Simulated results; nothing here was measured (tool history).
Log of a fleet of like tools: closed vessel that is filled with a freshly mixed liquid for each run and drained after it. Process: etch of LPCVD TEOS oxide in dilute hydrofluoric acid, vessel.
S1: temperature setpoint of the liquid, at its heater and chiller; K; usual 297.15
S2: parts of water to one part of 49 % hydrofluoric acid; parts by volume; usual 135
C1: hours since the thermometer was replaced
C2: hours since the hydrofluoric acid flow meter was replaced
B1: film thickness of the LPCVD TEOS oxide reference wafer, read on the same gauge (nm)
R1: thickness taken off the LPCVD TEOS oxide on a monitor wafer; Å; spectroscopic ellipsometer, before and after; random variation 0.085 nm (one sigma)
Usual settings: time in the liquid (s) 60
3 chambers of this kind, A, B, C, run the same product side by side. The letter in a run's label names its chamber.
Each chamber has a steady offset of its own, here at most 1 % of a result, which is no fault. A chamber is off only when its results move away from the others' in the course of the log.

{"run": "1A", "hour": 3.9, "S1": 297.15, "S2": 135, "time in the liquid (s)": 60, "C1": 1545.1, "C2": 264.8, "B1": 110, "R1": 95.537}
{"run": "2B", "hour": 6.5, "S1": 297.15, "S2": 135, "time in the liquid (s)": 60, "C1": 1019.8, "C2": 711, "B1": 110.02, "R1": 96.282}
{"run": "3C", "hour": 9.6, "S1": 297.15, "S2": 135, "time in the liquid (s)": 60, "C1": 1421.1, "C2": 231.1, "B1": 110.04, "R1": 93.307}
{"run": "4A", "hour": 14.6, "S1": 297.15, "S2": 135, "time in the liquid (s)": 60, "C1": 1555.8, "C2": 275.5, "B1": 109.97, "R1": 97.404}
{"run": "5C", "hour": 17.5, "S1": 297.15, "S2": 135, "time in the liquid (s)": 60, "C1": 1429, "C2": 239, "B1": 109.97, "R1": 93.642}
{"run": "6B", "hour": 21.1, "S1": 294.65, "S2": 200, "time in the liquid (s)": 60, "C1": 1034.4, "C2": 725.6, "B1": 109.99, "R1": 54.528}
{"run": "7B", "hour": 23.9, "S1": 294.65, "S2": 200, "time in the liquid (s)": 60, "C1": 1037.2, "C2": 728.4, "B1": 109.97, "R1": 54.645}
{"run": "8A", "hour": 26.3, "S1": 294.65, "S2": 200, "time in the liquid (s)": 60, "C1": 1567.5, "C2": 287.2, "B1": 110.03, "R1": 55.283}
{"run": "9C", "hour": 31.5, "S1": 297.15, "S2": 135, "time in the liquid (s)": 60, "C1": 1443, "C2": 253, "B1": 110.02, "R1": 93.797}
{"run": "10B", "hour": 35.1, "S1": 297.15, "S2": 135, "time in the liquid (s)": 60, "C1": 1048.4, "C2": 739.6, "B1": 109.98, "R1": 95.46}
{"run": "11A", "hour": 37.7, "S1": 297.15, "S2": 135, "time in the liquid (s)": 60, "C1": 1578.9, "C2": 298.6, "B1": 110, "R1": 96.841}
{"run": "12C", "hour": 42.1, "S1": 297.15, "S2": 135, "time in the liquid (s)": 60, "C1": 1453.6, "C2": 263.6, "B1": 109.98, "R1": 95.643}
{"run": "13B", "hour": 45.6, "S1": 297.15, "S2": 135, "time in the liquid (s)": 60, "C1": 1058.9, "C2": 750.1, "B1": 110.03, "R1": 96.34}
{"run": "14A", "hour": 48.6, "S1": 297.15, "S2": 135, "time in the liquid (s)": 60, "C1": 1589.8, "C2": 309.5, "B1": 110.03, "R1": 98.771}
{"run": "15C", "hour": 52.4, "S1": 297.15, "S2": 135, "time in the liquid (s)": 60, "C1": 1463.9, "C2": 273.9, "B1": 109.95, "R1": 93.271}
{"run": "16A", "hour": 57.6, "S1": 297.15, "S2": 135, "time in the liquid (s)": 60, "C1": 1598.8, "C2": 318.5, "B1": 109.98, "R1": 99.301}
{"run": "17C", "hour": 61.4, "S1": 297.15, "S2": 135, "time in the liquid (s)": 60, "C1": 1472.9, "C2": 282.9, "B1": 110, "R1": 92.497}
{"run": "18B", "hour": 63.8, "S1": 297.15, "S2": 135, "time in the liquid (s)": 60, "C1": 1077.1, "C2": 768.3, "B1": 109.98, "R1": 94.741}
{"run": "19A", "hour": 66.6, "S1": 297.15, "S2": 135, "time in the liquid (s)": 60, "C1": 1607.8, "C2": 327.5, "B1": 109.97, "R1": 100.1}
{"run": "20B", "hour": 69.3, "S1": 293.15, "S2": 135, "time in the liquid (s)": 60, "C1": 1082.6, "C2": 773.8, "B1": 109.98, "R1": 80.834}
{"run": "21C", "hour": 72.3, "S1": 293.15, "S2": 135, "time in the liquid (s)": 60, "C1": 1483.8, "C2": 293.8, "B1": 110.02, "R1": 79.026}
{"run": "22C", "hour": 76.1, "S1": 293.15, "S2": 135, "time in the liquid (s)": 60, "C1": 1487.6, "C2": 297.6, "B1": 109.99, "R1": 81.66}
{"run": "23B", "hour": 80.2, "S1": 297.15, "S2": 135, "time in the liquid (s)": 60, "C1": 1093.5, "C2": 784.7, "B1": 110, "R1": 94.244}
{"run": "24A", "hour": 83.9, "S1": 297.15, "S2": 135, "time in the liquid (s)": 60, "C1": 1625.1, "C2": 344.8, "B1": 110.01, "R1": 101.15}
{"run": "25A", "hour": 86.9, "S1": 297.15, "S2": 135, "time in the liquid (s)": 60, "C1": 1628.1, "C2": 347.8, "B1": 110.03, "R1": 101.07}
{"run": "26C", "hour": 91.6, "S1": 297.15, "S2": 135, "time in the liquid (s)": 60, "C1": 1503.1, "C2": 313.1, "B1": 110.02, "R1": 95.469}
{"run": "27B", "hour": 94.3, "S1": 297.15, "S2": 135, "time in the liquid (s)": 60, "C1": 1107.6, "C2": 798.8, "B1": 109.98, "R1": 95.499}
{"run": "28C", "hour": 98.9, "S1": 297.15, "S2": 135, "time in the liquid (s)": 60, "C1": 1510.4, "C2": 320.4, "B1": 109.98, "R1": 94.802}
{"run": "29A", "hour": 102.9, "S1": 297.15, "S2": 135, "time in the liquid (s)": 60, "C1": 1644.1, "C2": 363.8, "B1": 109.98, "R1": 103.2}
{"run": "30B", "hour": 107.3, "S1": 297.15, "S2": 135, "time in the liquid (s)": 60, "C1": 1120.6, "C2": 811.8, "B1": 109.99, "R1": 94.867}
{"run": "31B", "hour": 111.4, "S1": 297.15, "S2": 135, "time in the liquid (s)": 60, "C1": 1124.7, "C2": 815.9, "B1": 110, "R1": 96.682}
{"run": "32C", "hour": 115.1, "S1": 297.15, "S2": 135, "time in the liquid (s)": 60, "C1": 1526.6, "C2": 336.6, "B1": 110, "R1": 93.517}
{"run": "33A", "hour": 117.8, "S1": 297.15, "S2": 135, "time in the liquid (s)": 60, "C1": 1659, "C2": 378.7, "B1": 110, "R1": 104.45}

Next, every chamber runs the same settings. What will each give?
{"run": "34A", "hour": 121.7, "S1": 297.15, "S2": 135, "time in the liquid (s)": 60, "R1": "?"}
{"run": "34B", "hour": 121.7, "S1": 297.15, "S2": 135, "time in the liquid (s)": 60, "R1": "?"}
{"run": "34C", "hour": 121.7, "S1": 297.15, "S2": 135, "time in the liquid (s)": 60, "R1": "?"}

run=34A R1=103.53
run=34B R1=95.952
run=34C R1=93.72
